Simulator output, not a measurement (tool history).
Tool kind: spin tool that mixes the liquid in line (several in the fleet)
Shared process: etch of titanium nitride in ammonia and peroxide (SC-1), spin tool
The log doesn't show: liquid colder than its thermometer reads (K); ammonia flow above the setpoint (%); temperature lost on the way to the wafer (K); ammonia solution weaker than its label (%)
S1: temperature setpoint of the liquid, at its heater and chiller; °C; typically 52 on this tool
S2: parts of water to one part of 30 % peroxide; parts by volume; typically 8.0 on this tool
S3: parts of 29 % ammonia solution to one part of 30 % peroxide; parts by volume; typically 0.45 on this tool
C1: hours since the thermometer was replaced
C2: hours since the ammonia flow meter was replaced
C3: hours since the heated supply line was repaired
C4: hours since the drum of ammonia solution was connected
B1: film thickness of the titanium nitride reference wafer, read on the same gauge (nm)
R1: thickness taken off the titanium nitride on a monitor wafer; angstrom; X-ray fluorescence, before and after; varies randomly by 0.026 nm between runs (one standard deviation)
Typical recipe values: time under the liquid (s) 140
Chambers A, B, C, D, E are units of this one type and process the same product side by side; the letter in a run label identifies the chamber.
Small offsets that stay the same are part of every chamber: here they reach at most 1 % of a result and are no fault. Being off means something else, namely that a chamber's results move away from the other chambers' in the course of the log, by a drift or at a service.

Run 1E, hour 5.7: usual settings; C1 1045.5; C2 181.0; C3 118.8; C4 484.4; B1 100.050. Result: R1 61.345 angstrom.
Run 2C, hour 16.8: usual settings; C1 866.2; C2 840.1; C3 250.9; C4 490.9; B1 100.030. Result: R1 60.788 angstrom.
Run 3B, hour 23.8: usual settings; C1 30.3; C2 783.3; C3 2173.5; C4 769.5; B1 99.968. Result: R1 60.525 angstrom.
At hour 25.8: chamber A: ammonia flow meter replaced.
At hour 28.6: chamber B: new drum of ammonia solution connected.
Run 4D, hour 33.5: usual settings; C1 1042.8; C2 2024.8; C3 652.9; C4 182.2; B1 99.969. Result: R1 59.878 angstrom.
Run 5A, hour 45.7: usual settings; C1 1265.4; C2 19.9; C3 222.3; C4 160.0; B1 99.978. Result: R1 60.477 angstrom.
Run 6E, hour 52.6: usual settings; C1 1092.4; C2 227.9; C3 165.7; C4 531.3; B1 99.999. Result: R1 60.854 angstrom.
Run 7D, hour 58.4: usual settings; C1 1067.7; C2 2049.7; C3 677.8; C4 207.1; B1 100.000. Result: R1 59.730 angstrom.
Run 8B, hour 67.4: usual settings; C1 73.9; C2 826.9; C3 2217.1; C4 38.9; B1 99.935. Result: R1 60.458 angstrom.
Run 9A, hour 78.7: usual settings; C1 1298.4; C2 52.9; C3 255.3; C4 193.0; B1 99.984. Result: R1 60.604 angstrom.
Run 10C, hour 89.6: usual settings; C1 939.0; C2 912.9; C3 323.7; C4 563.7; B1 100.040. Result: R1 60.605 angstrom.
Run 11B, hour 100.6: usual settings; C1 107.1; C2 860.1; C3 2250.3; C4 72.1; B1 100.020. Result: R1 60.507 angstrom.
Run 12E, hour 109.0: usual settings; C1 1148.8; C2 284.3; C3 222.1; C4 587.7; B1 100.010. Result: R1 60.461 angstrom.
Run 13A, hour 119.5: usual settings; C1 1339.2; C2 93.7; C3 296.1; C4 233.8; B1 99.961. Result: R1 60.190 angstrom.
Run 14C, hour 127.1: usual settings; C1 976.5; C2 950.4; C3 361.2; C4 601.2; B1 99.988. Result: R1 60.327 angstrom.
At hour 129.3: chamber D: new drum of ammonia solution connected.
Run 15D, hour 133.2: usual settings; C1 1142.5; C2 2124.5; C3 752.6; C4 4.0; B1 99.965. Result: R1 59.698 angstrom.
At hour 135.8: chamber D: ammonia flow meter replaced.
Run 16E, hour 143.2: usual settings but S2 6.5 parts by volume; C1 1183.0; C2 318.5; C3 256.3; C4 621.9; B1 100.020. Result: R1 67.092 angstrom.
Run 17A, hour 148.9: usual settings but S2 6.5 parts by volume; C1 1368.6; C2 123.1; C3 325.5; C4 263.2; B1 99.978. Result: R1 66.783 angstrom.
At hour 153.6: chamber E: thermometer replaced.
Run 18B, hour 154.8: usual settings but S2 6.5 parts by volume; C1 161.3; C2 914.3; C3 2304.5; C4 126.3; B1 99.978. Result: R1 67.304 angstrom.
At hour 165.3: chamber C: new drum of ammonia solution connected.
Run 19C, hour 166.0: usual settings but S2 6.5 parts by volume; C1 1015.4; C2 989.3; C3 400.1; C4 0.8; B1 99.989. Result: R1 66.995 angstrom.
Run 20D, hour 171.9: usual settings but S2 6.5 parts by volume; C1 1181.2; C2 36.1; C3 791.3; C4 42.7; B1 99.999. Result: R1 65.959 angstrom.
Run 21E, hour 178.1: usual settings; C1 24.6; C2 353.4; C3 291.2; C4 656.8; B1 99.990. Result: R1 60.808 angstrom.
Run 22D, hour 185.9: usual settings; C1 1195.2; C2 50.1; C3 805.3; C4 56.7; B1 100.040. Result: R1 58.828 angstrom.
Run 23C, hour 192.5: usual settings; C1 1041.9; C2 1015.8; C3 426.6; C4 27.3; B1 99.990. Result: R1 60.827 angstrom.
Run 24B, hour 203.0: usual settings; C1 209.5; C2 962.5; C3 2352.7; C4 174.5; B1 99.992. Result: R1 60.381 angstrom.
Run 25A, hour 211.7: usual settings; C1 1431.4; C2 185.9; C3 388.3; C4 326.0; B1 99.963. Result: R1 60.311 angstrom.
Run 26B, hour 221.3: usual settings; C1 227.8; C2 980.8; C3 2371.0; C4 192.8; B1 99.987. Result: R1 60.497 angstrom.
Run 27A, hour 227.3: usual settings; C1 1447.0; C2 201.5; C3 403.9; C4 341.6; B1 100.000. Result: R1 60.407 angstrom.
Run 28C, hour 236.9: usual settings; C1 1086.3; C2 1060.2; C3 471.0; C4 71.7; B1 100.010. Result: R1 60.569 angstrom.
Run 29D, hour 242.4: usual settings; C1 1251.7; C2 106.6; C3 861.8; C4 113.2; B1 99.979. Result: R1 59.128 angstrom.
Run 30E, hour 248.3: usual settings; C1 94.8; C2 423.6; C3 361.4; C4 727.0; B1 100.020. Result: R1 60.962 angstrom.
Run 31D, hour 259.1: usual settings; C1 1268.4; C2 123.3; C3 878.5; C4 129.9; B1 99.979. Result: R1 58.641 angstrom.
Run 32C, hour 265.0: usual settings; C1 1114.4; C2 1088.3; C3 499.1; C4 99.8; B1 99.995. Result: R1 60.371 angstrom.
Run 33A, hour 273.2: usual settings; C1 1492.9; C2 247.4; C3 449.8; C4 387.5; B1 99.974. Result: R1 59.942 angstrom.
Run 34B, hour 282.7: usual settings but S1 46 °C, time under the liquid (s) 175; C1 289.2; C2 1042.2; C3 2432.4; C4 254.2; B1 99.985. Result: R1 49.460 angstrom.
Run 35E, hour 294.0: usual settings but S1 46 °C, time under the liquid (s) 175; C1 140.5; C2 469.3; C3 407.1; C4 772.7; B1 100.010. Result: R1 49.689 angstrom.
Run 36A, hour 305.4: usual settings but S1 46 °C, time under the liquid (s) 175; C1 1525.1; C2 279.6; C3 482.0; C4 419.7; B1 100.010. Result: R1 49.578 angstrom.
Run 37B, hour 310.8: usual settings but S1 46 °C, time under the liquid (s) 175; C1 317.3; C2 1070.3; C3 2460.5; C4 282.3; B1 99.963. Result: R1 49.621 angstrom.
Run 38C, hour 320.7: usual settings but S1 46 °C, time under the liquid (s) 175; C1 1170.1; C2 1144.0; C3 554.8; C4 155.5; B1 100.000. Result: R1 49.701 angstrom.
Run 39D, hour 332.9: usual settings but S1 47 °C, S2 9.5 parts by volume; C1 1342.2; C2 197.1; C3 952.3; C4 203.7; B1 100.010. Result: R1 37.298 angstrom.

Next, every chamber runs the same settings. What will each give?
Run 40A, hour 341.7: usual settings but S1 62 °C. Result: R1 ?.
Run 40B, hour 341.7: usual settings but S1 62 °C. Result: R1 ?.
Run 40C, hour 341.7: usual settings but S1 62 °C. Result: R1 ?.
Run 40D, hour 341.7: usual settings but S1 62 °C. Result: R1 ?.
Run 40E, hour 341.7: usual settings but S1 62 °C. Result: R1 ?.

run       R1
40A  116.220
40B  118.200
40C  118.520
40D  114.020
40E  118.300
